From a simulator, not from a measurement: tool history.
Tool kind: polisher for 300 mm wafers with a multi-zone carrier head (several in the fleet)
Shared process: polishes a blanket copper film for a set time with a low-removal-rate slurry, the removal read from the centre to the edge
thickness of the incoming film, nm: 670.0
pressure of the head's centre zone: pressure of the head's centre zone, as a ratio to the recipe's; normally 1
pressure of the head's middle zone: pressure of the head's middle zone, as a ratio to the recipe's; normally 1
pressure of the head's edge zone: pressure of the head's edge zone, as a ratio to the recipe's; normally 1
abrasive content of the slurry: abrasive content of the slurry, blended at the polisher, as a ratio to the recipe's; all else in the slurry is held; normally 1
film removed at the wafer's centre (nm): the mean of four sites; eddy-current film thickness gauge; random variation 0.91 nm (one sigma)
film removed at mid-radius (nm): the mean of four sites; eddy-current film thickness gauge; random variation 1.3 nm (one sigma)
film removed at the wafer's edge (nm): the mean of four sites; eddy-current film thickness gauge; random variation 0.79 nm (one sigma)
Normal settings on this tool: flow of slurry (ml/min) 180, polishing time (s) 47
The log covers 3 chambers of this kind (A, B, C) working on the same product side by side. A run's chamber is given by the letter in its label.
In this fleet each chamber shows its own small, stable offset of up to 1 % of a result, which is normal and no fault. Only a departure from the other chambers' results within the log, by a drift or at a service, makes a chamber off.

run,hour,flow of slurry (ml/min),pressure of the head's centre zone,pressure of the head's middle zone,pressure of the head's edge zone,abrasive content of the slurry,polishing time (s),film removed at the wafer's centre (nm),film removed at mid-radius (nm),film removed at the wafer's edge (nm)
1B,7.8,180,1,1,1,1,47,94.268,95.831,93.284
# hour 12.5: chamber B: centre zone pressure recalibrated
2C,13.4,180,1,1,1,1,47,92.939,93.424,94.397
3A,22.1,180,1,1,1,1,47,93.201,94.095,92.629
4B,26.7,180,1,1,1,1,47,92.692,92.472,93.768
5C,37,180,1,1,1,1,47,94.543,91.3,93.599
6A,45.9,180,1.04,1.05,1,1,47,97.95,98.427,92.691
7A,52.1,180,1.04,1.05,1,1,47,97.901,99.45,93.853
# hour 53.9: chamber B: slurry nozzle cleaned
8C,58,180,1.04,1.05,1,1,47,96.438,97.381,94.692
9B,65.4,180,1,1,1,1,47,95.185,92.885,93.756
# hour 68.5: chamber A: worn pad replaced by a new one
10A,71.7,130,1,1,1,1,47,86.299,90.155,88.701
11C,79.6,130,1,1,1,1,47,87.447,88.638,88.012
# hour 83.5: chamber B: worn pad replaced by a new one
12B,84.8,130,1,1,1,1,47,87.161,87.046,89.979
13A,91,180,1,1,0.96,1,41,81.487,80.805,80.272
14C,96.6,180,1,1,0.96,1,41,82.657,80.961,78.77
15B,104,180,1,1,0.96,1,41,82.15,79.823,80.216
16A,113.2,180,1,1,1,1,47,91.368,93.33,93.512
17B,119,180,1,1,1,1,47,93.512,92.716,92.739
18C,123.7,180,1,1,1,1,47,91.766,92.693,94.617
19A,132.8,210,1,1,1,1,47,91.003,95.033,94.071
20C,137.7,210,1,1,1,1,47,96.238,98.565,95.066
21B,148,210,1,1,1,1,47,95.911,95.841,94.275
22A,158,180,1,1,1,1,47,87.784,91.503,92.427
23C,166.2,180,1,1,1,1,47,94.024,95.14,93.426
24B,173.7,180,0.94,1.07,1,1,47,87.241,99.909,94.471
# hour 177.8: chamber A: worn pad replaced by a new one
25A,178.5,180,0.94,1.07,1,1,47,80.616,99.979,92.868
26B,188,180,0.94,1.07,1,1,47,88.349,97.943,92.916
# hour 195.5: chamber B: worn pad replaced by a new one
27C,197.5,180,1,1,1,1,47,93.262,94.024,93.24
28A,205.1,180,1,1,1,1,47,84.754,94.311,93.465
29B,212.7,180,1,1,1,1,47,94.723,92.038,95.069
# hour 219.6: chamber C: worn pad replaced by a new one
30C,221,180,1,1,1,1,47,93.681,94.348,93.195
31B,227.1,180,1,1,1,1,47,94.559,96.077,93.827
32C,232.8,180,1,1,1,1,47,95.074,93.71,94.223
33A,242.5,180,1,1,1,1,47,84.688,91.925,92.18
34A,251.9,180,1,1,1,1,47,81.609,94.395,93.076

Decide between three cases: one chamber stands off from its peers, the gauge reading all wafers drifts, or nothing is wrong past each chamber's small offset. Where a chamber is off, say which and what most likely put it there.

It is chamber A that slowly wanders off from its peers.
Cause: centre zone's pressure below its setpoint, % = 10.4.

Which of the 4 candidates below, each the usual settings with something changed and its results left as question marks, puts chamber A back in line with what the other chambers give on the usual settings?
In line means no further than this from the other chambers' mean on the usual settings: film removed at the wafer's centre (nm) 3.2; film removed at mid-radius (nm) 4.7; film removed at the wafer's edge (nm) 2.8
35A-1,259.3,175,0.97,1.01,1.01,1,47,?,?,?
35A-2,259.3,175,0.91,1.03,1.02,1,46,?,?,?
35A-3,259.3,185,1.04,0.99,0.99,1,47,?,?,?
35A-4,259.3,185,1.09,0.97,0.98,1,48,?,?,?

What the other chambers average on the usual settings: film removed at the wafer's centre (nm) 93.724; film removed at mid-radius (nm) 93.287; film removed at the wafer's edge (nm) 93.756
run,film removed at the wafer's centre (nm),film removed at mid-radius (nm),film removed at the wafer's edge (nm)
35A-1,79.624,95.023,93.115
35A-2,72.526,94.7,91.58
35A-3,86.93,94.116,92.776
35A-4,93.52,94.337,94.28
35A-4 brings the chamber back in line.
